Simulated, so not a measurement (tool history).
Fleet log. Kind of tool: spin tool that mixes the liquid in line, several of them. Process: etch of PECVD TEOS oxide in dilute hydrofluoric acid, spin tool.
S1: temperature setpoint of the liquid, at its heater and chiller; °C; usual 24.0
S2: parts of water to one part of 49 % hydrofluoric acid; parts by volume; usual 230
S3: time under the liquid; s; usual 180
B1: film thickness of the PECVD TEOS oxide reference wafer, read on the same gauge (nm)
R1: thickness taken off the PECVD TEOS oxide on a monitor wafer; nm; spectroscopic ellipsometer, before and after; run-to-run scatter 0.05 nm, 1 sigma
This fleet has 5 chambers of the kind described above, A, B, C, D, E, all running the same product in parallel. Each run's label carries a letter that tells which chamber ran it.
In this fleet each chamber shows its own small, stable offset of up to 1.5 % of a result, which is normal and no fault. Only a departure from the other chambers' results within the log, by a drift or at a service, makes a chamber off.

{"run": "1B", "hour": 7.0, "S1": 24.0, "S2": 230, "S3": 180, "B1": 59.986, "R1": 5.7147}
{"run": "2C", "hour": 11.6, "S1": 24.0, "S2": 230, "S3": 180, "B1": 60.008, "R1": 5.7436}
{"run": "3A", "hour": 15.9, "S1": 24.0, "S2": 230, "S3": 180, "B1": 59.994, "R1": 5.7856}
{"run": "4E", "hour": 22.0, "S1": 24.0, "S2": 230, "S3": 180, "B1": 60.017, "R1": 5.8163}
{"run": "5D", "hour": 25.9, "S1": 24.0, "S2": 230, "S3": 180, "B1": 60.003, "R1": 5.7866}
{"run": "6C", "hour": 31.8, "S1": 24.0, "S2": 230, "S3": 180, "B1": 59.997, "R1": 5.8118}
{"run": "7A", "hour": 36.7, "S1": 24.0, "S2": 230, "S3": 180, "B1": 60.012, "R1": 5.7907}
{"run": "8D", "hour": 40.6, "S1": 24.0, "S2": 230, "S3": 180, "B1": 59.992, "R1": 5.8095}
{"run": "9E", "hour": 45.6, "S1": 24.0, "S2": 230, "S3": 180, "B1": 59.989, "R1": 5.8364}
{"run": "10B", "hour": 50.9, "S1": 24.0, "S2": 230, "S3": 180, "B1": 60.0, "R1": 5.6791}
{"run": "11D", "hour": 54.6, "S1": 24.0, "S2": 230, "S3": 180, "B1": 59.982, "R1": 5.7664}
{"run": "12C", "hour": 60.3, "S1": 19.5, "S2": 195, "S3": 180, "B1": 60.002, "R1": 5.9946}
{"run": "13A", "hour": 65.9, "S1": 19.5, "S2": 195, "S3": 180, "B1": 60.008, "R1": 5.9684}
{"run": "14E", "hour": 73.2, "S1": 19.5, "S2": 195, "S3": 180, "B1": 60.0, "R1": 5.9014}
{"run": "15B", "hour": 76.7, "S1": 19.5, "S2": 195, "S3": 180, "B1": 59.991, "R1": 5.8474}
{"run": "16D", "hour": 84.1, "S1": 19.5, "S2": 195, "S3": 180, "B1": 59.998, "R1": 5.9303}
{"run": "17E", "hour": 90.3, "S1": 26.5, "S2": 230, "S3": 180, "B1": 59.99, "R1": 6.336}
{"run": "18C", "hour": 94.2, "S1": 26.5, "S2": 230, "S3": 180, "B1": 60.001, "R1": 6.2994}
{"run": "19B", "hour": 98.1, "S1": 26.5, "S2": 230, "S3": 180, "B1": 59.998, "R1": 6.2362}
{"run": "20A", "hour": 104.8, "S1": 26.5, "S2": 230, "S3": 180, "B1": 60.002, "R1": 6.4743}
{"run": "21C", "hour": 108.7, "S1": 26.5, "S2": 230, "S3": 180, "B1": 59.998, "R1": 6.2447}
{"run": "22E", "hour": 112.7, "S1": 24.0, "S2": 230, "S3": 180, "B1": 60.008, "R1": 5.8446}
{"run": "23D", "hour": 119.9, "S1": 24.0, "S2": 230, "S3": 180, "B1": 59.989, "R1": 5.701}
{"run": "24A", "hour": 124.1, "S1": 24.0, "S2": 230, "S3": 180, "B1": 60.005, "R1": 6.0739}
{"run": "25B", "hour": 129.7, "S1": 24.0, "S2": 230, "S3": 180, "B1": 60.008, "R1": 5.7642}
{"run": "26D", "hour": 134.3, "S1": 24.0, "S2": 230, "S3": 180, "B1": 59.994, "R1": 5.7736}
{"run": "27A", "hour": 139.0, "S1": 24.0, "S2": 305, "S3": 180, "B1": 60.013, "R1": 4.2336}
{"run": "28B", "hour": 143.4, "S1": 24.0, "S2": 305, "S3": 180, "B1": 60.004, "R1": 3.9668}
{"run": "29C", "hour": 150.4, "S1": 24.0, "S2": 305, "S3": 180, "B1": 60.002, "R1": 4.1008}
{"run": "30E", "hour": 155.1, "S1": 24.0, "S2": 305, "S3": 180, "B1": 59.987, "R1": 3.9366}
{"hour": 157.8, "done": "chamber D: thermometer replaced"}
{"run": "31D", "hour": 159.5, "S1": 24.0, "S2": 305, "S3": 180, "B1": 60.002, "R1": 4.1413}
{"hour": 162.9, "done": "chamber D: hydrofluoric acid flow meter replaced"}
{"run": "32E", "hour": 166.8, "S1": 24.0, "S2": 230, "S3": 180, "B1": 60.005, "R1": 5.6554}
{"run": "33C", "hour": 171.5, "S1": 24.0, "S2": 230, "S3": 180, "B1": 60.003, "R1": 5.7834}
{"run": "34B", "hour": 177.6, "S1": 24.0, "S2": 230, "S3": 135, "B1": 60.002, "R1": 4.3025}
{"run": "35A", "hour": 180.9, "S1": 24.0, "S2": 230, "S3": 135, "B1": 59.981, "R1": 4.7302}
{"run": "36A", "hour": 187.4, "S1": 24.0, "S2": 230, "S3": 135, "B1": 60.004, "R1": 4.7154}
{"run": "37D", "hour": 193.7, "S1": 24.0, "S2": 230, "S3": 135, "B1": 60.006, "R1": 4.3509}

All chambers now run identical settings, listed one chamber a line with results as question marks. What results will each chamber show?
{"run": "38A", "hour": 199.0, "S1": 24.0, "S2": 335, "S3": 180, "R1": "?"}
{"run": "38B", "hour": 199.0, "S1": 24.0, "S2": 335, "S3": 180, "R1": "?"}
{"run": "38C", "hour": 199.0, "S1": 24.0, "S2": 335, "S3": 180, "R1": "?"}
{"run": "38D", "hour": 199.0, "S1": 24.0, "S2": 335, "S3": 180, "R1": "?"}
{"run": "38E", "hour": 199.0, "S1": 24.0, "S2": 335, "S3": 180, "R1": "?"}

run=38A R1=3.8948
run=38B R1=3.5718
run=38C R1=3.5871
run=38D R1=3.5872
run=38E R1=3.5615

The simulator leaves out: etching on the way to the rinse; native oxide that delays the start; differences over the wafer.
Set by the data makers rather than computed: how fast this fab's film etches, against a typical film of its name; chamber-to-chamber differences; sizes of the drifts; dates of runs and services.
